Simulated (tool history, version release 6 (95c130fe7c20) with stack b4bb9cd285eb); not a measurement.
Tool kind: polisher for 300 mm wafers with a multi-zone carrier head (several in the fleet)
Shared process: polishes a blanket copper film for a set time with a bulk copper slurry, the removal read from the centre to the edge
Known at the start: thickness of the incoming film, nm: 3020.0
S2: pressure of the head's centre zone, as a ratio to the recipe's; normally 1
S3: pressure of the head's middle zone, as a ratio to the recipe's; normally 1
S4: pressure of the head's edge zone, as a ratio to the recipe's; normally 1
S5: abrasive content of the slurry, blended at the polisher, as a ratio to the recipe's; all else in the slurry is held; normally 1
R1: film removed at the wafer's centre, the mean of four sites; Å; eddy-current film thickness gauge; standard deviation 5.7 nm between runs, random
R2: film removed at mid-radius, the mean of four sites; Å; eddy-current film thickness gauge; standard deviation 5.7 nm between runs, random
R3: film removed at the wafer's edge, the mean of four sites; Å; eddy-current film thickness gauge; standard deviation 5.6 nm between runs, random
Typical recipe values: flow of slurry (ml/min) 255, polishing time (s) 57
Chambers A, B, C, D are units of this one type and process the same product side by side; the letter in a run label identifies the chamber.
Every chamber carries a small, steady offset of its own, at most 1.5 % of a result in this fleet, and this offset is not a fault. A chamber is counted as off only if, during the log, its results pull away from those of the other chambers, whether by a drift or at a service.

At hour 6: chamber A: worn pad replaced by a new one.
Run 1D, hour 7.5: usual settings. Result: R1 4339.2 Å, R2 4489.2 Å, R3 4300.8 Å.
Run 2C, hour 16.7: usual settings. Result: R1 4414.1 Å, R2 4412.9 Å, R3 4380.4 Å.
At hour 22.3: chamber B: worn pad replaced by a new one.
Run 3B, hour 23.5: usual settings. Result: R1 4322.7 Å, R2 4301.7 Å, R3 4231.6 Å.
At hour 27.1: chamber A: edge zone pressure recalibrated.
At hour 32.4: chamber D: edge zone pressure recalibrated.
Run 4A, hour 32.5: usual settings. Result: R1 4320.4 Å, R2 4421.5 Å, R3 4381.7 Å.
At hour 41.5: chamber C: worn pad replaced by a new one.
Run 5B, hour 44.7: usual settings. Result: R1 4299.3 Å, R2 4335.5 Å, R3 4281.3 Å.
At hour 53.2: chamber D: worn pad replaced by a new one.
Run 6C, hour 54.6: usual settings. Result: R1 4307.8 Å, R2 4381.2 Å, R3 4358.2 Å.
At hour 57.1: chamber A: worn pad replaced by a new one.
At hour 58.7: chamber D: centre zone pressure recalibrated.
Run 7A, hour 61.6: usual settings. Result: R1 4377.9 Å, R2 4295.7 Å, R3 4350.2 Å.
Run 8D, hour 73.1: usual settings. Result: R1 4283.7 Å, R2 4410.3 Å, R3 4372.6 Å.
Run 9D, hour 79.3: usual settings. Result: R1 4320 Å, R2 4403.8 Å, R3 4286.2 Å.
At hour 82.8: chamber C: worn pad replaced by a new one.
Run 10A, hour 90.2: usual settings. Result: R1 4314.1 Å, R2 4450 Å, R3 4452.4 Å.
Run 11B, hour 98.1: usual settings. Result: R1 4217.1 Å, R2 4356.2 Å, R3 4285.7 Å.
At hour 102.7: chamber A: worn pad replaced by a new one.
At hour 103.2: chamber B: worn pad replaced by a new one.
Run 12C, hour 107.4: usual settings. Result: R1 4319.6 Å, R2 4470.4 Å, R3 4428.2 Å.
Run 13D, hour 117.1: usual settings. Result: R1 4346.5 Å, R2 4388 Å, R3 4346 Å.
Run 14C, hour 124: usual settings but S2 1.05, S3 0.92. Result: R1 4490.7 Å, R2 4125.2 Å, R3 4297.1 Å.
At hour 127.4: chamber C: worn pad replaced by a new one.
Run 15A, hour 130.7: usual settings but S2 1.05, S3 0.92. Result: R1 4621.2 Å, R2 3928.8 Å, R3 4330.4 Å.
At hour 131.8: chamber D: worn pad replaced by a new one.
At hour 133: chamber C: centre zone pressure recalibrated.
Run 16B, hour 138.3: usual settings but S2 1.05, S3 0.92. Result: R1 4437.1 Å, R2 4041.2 Å, R3 4403.5 Å.
At hour 148.9: chamber A: worn pad replaced by a new one.
Run 17B, hour 149.5: usual settings but S2 1.05, S3 0.92. Result: R1 4433.7 Å, R2 3979.5 Å, R3 4379.6 Å.
Run 18C, hour 158.5: usual settings. Result: R1 4318.1 Å, R2 4383.9 Å, R3 4322.7 Å.
Run 19A, hour 164: usual settings. Result: R1 4374.7 Å, R2 4360.3 Å, R3 4394.8 Å.
At hour 173.3: chamber C: worn pad replaced by a new one.
Run 20D, hour 173.4: usual settings but S5 1.25, polishing time (s) 69. Result: R1 5545.8 Å, R2 5540.3 Å, R3 5524.7 Å.
At hour 175.6: chamber B: worn pad replaced by a new one.
Run 21C, hour 181.4: usual settings but S5 1.25, polishing time (s) 69. Result: R1 5477.2 Å, R2 5515.1 Å, R3 5542.7 Å.
Run 22D, hour 189: usual settings but S5 1.25, polishing time (s) 69. Result: R1 5586.4 Å, R2 5656.8 Å, R3 5519.7 Å.
Run 23B, hour 200.3: usual settings but S5 1.25, polishing time (s) 69. Result: R1 5177.2 Å, R2 5511.2 Å, R3 5546.3 Å.
At hour 201.1: chamber A: worn pad replaced by a new one.
At hour 205.4: chamber B: slurry nozzle cleaned.
Run 24A, hour 210.4: usual settings. Result: R1 4238 Å, R2 4271.9 Å, R3 4452.5 Å.
Run 25B, hour 222.4: usual settings. Result: R1 4151.7 Å, R2 4338.3 Å, R3 4247.9 Å.
At hour 227.1: chamber C: worn pad replaced by a new one.
Run 26C, hour 233.4: usual settings but S2 1.07. Result: R1 4753.2 Å, R2 4373.3 Å, R3 4252.6 Å.
Run 27A, hour 240.9: usual settings but S2 1.07. Result: R1 4662.9 Å, R2 4408.2 Å, R3 4392.4 Å.

All 4 chambers run these settings next. Forecast each chamber's results:
Run 28A, hour 249.6: usual settings but S5 1.25. Result: R1 ?, R2 ?, R3 ?.
Run 28B, hour 249.6: usual settings but S5 1.25. Result: R1 ?, R2 ?, R3 ?.
Run 28C, hour 249.6: usual settings but S5 1.25. Result: R1 ?, R2 ?, R3 ?.
Run 28D, hour 249.6: usual settings but S5 1.25. Result: R1 ?, R2 ?, R3 ?.

run      R1      R2      R3
28A    4539  4579.5  4526.7
28B  4218.1  4588.1  4508.4
28C  4518.5  4602.5  4664.5
28D    4511  4657.8  4516.8

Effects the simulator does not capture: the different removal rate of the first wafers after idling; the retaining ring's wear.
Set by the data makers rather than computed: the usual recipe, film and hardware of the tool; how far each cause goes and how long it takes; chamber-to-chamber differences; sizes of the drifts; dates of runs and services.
